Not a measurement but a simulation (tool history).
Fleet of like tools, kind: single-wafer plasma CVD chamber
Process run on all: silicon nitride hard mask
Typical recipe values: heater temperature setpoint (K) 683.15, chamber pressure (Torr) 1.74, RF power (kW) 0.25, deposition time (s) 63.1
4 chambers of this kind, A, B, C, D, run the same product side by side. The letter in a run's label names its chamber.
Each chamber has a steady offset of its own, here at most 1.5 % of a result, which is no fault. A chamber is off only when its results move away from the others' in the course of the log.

run	day	heater temperature setpoint (K)	chamber pressure (Torr)	RF power (kW)	deposition time (s)	read-back reference wafer on the same gauge, thickness_nm	mean film thickness on the monitor wafer (angstrom)
1D	0.408	683.15	1.74	0.25	63.1	58.569	653.82
2C	0.829	683.15	1.74	0.25	63.1	58.597	641.67
3A	1.125	683.15	1.74	0.25	63.1	58.593	661.35
4B	1.421	683.15	1.74	0.25	63.1	58.558	659.94
5D	1.638	671.15	1.74	0.25	63.1	58.638	659.9
6C	2.075	671.15	1.74	0.25	63.1	58.558	647.55
7A	2.442	671.15	1.74	0.25	63.1	58.64	672.77
8B	2.788	671.15	1.74	0.25	63.1	58.609	657.7
9C	3.233	683.15	1.74	0.25	63.1	58.573	642.59
10B	3.504	683.15	1.74	0.25	63.1	58.587	650.1
# day 3.542: chamber D: RF generator calibrated
11D	3.983	683.15	1.35	0.25	63.1	58.597	609.41
12A	4.229	683.15	1.35	0.25	63.1	58.557	614.84
13C	4.667	683.15	1.35	0.25	63.1	58.577	591.26
14B	5.142	683.15	1.35	0.25	63.1	58.576	605.46
15D	5.358	683.15	1.74	0.28	71.3	58.548	793.76
16A	5.704	683.15	1.74	0.28	71.3	58.624	805.25
17A	6.192	683.15	1.74	0.28	71.3	58.557	811.93
18C	6.417	683.15	1.74	0.28	71.3	58.591	773.78
19B	6.842	683.15	1.74	0.25	63.1	58.62	654.01
20D	7.146	683.15	1.74	0.25	63.1	58.645	656.78
21A	7.45	683.15	1.74	0.25	63.1	58.627	661.82
22B	7.775	683.15	1.74	0.25	63.1	58.67	654.62
23D	8.058	683.15	1.74	0.25	63.1	58.542	658.92
# day 8.383: chamber D: capacitance manometer re-zeroed and calibrated
24C	8.533	683.15	1.74	0.25	63.1	58.585	622.58
25A	8.833	683.15	1.74	0.25	75.2	58.616	786.8
26B	9.2	683.15	1.74	0.25	75.2	58.572	777.77
27D	9.621	683.15	1.74	0.25	75.2	58.545	784.09
28C	9.946	683.15	1.74	0.25	75.2	58.602	743.2
29B	10.362	683.15	1.74	0.25	63.1	58.58	651.5
30D	10.708	683.15	1.74	0.25	63.1	58.574	650.28
31A	11.138	683.15	1.74	0.25	63.1	58.576	663.49
32C	11.562	683.15	1.74	0.25	63.1	58.578	618.55
33C	12	683.15	1.74	0.25	63.1	58.616	617.95
34B	12.233	683.15	1.74	0.25	63.1	58.564	652.87
35D	12.617	683.15	1.74	0.25	63.1	58.617	656.2

Is one chamber out of step, is the gauge drifting, or do the chambers differ by no more than their own small offsets? For an off chamber, give its letter and the likeliest cause.

Little by little, chamber C moves away from the other chambers.
Most likely cause: delivered RF power below the setpoint (%) = 7.48.

Chamber C could run next with any of the 4 candidate recipes listed below; each alters the usual settings, and their results appear as question marks. Which one brings its results back in line with what the other chambers deliver on the usual settings?
In line here means within this much of the mean the other chambers give on the usual settings: mean film thickness on the monitor wafer (angstrom) 11
36C-1	12.971	683.15	1.68	0.235	57.6		?
36C-2	12.971	683.15	1.74	0.26	66.1		?
36C-3	12.971	683.15	1.92	0.295	63.1		?
36C-4	12.971	683.15	1.74	0.24	60.4		?

Average result of the remaining chambers running the usual settings: mean film thickness on the monitor wafer (angstrom) 656.6
run	mean film thickness on the monitor wafer (angstrom)
36C-1	527.92
36C-2	659.31
36C-3	708.02
36C-4	567.87
Change 36C-2 lands the chamber within the allowed miss of the other chambers.
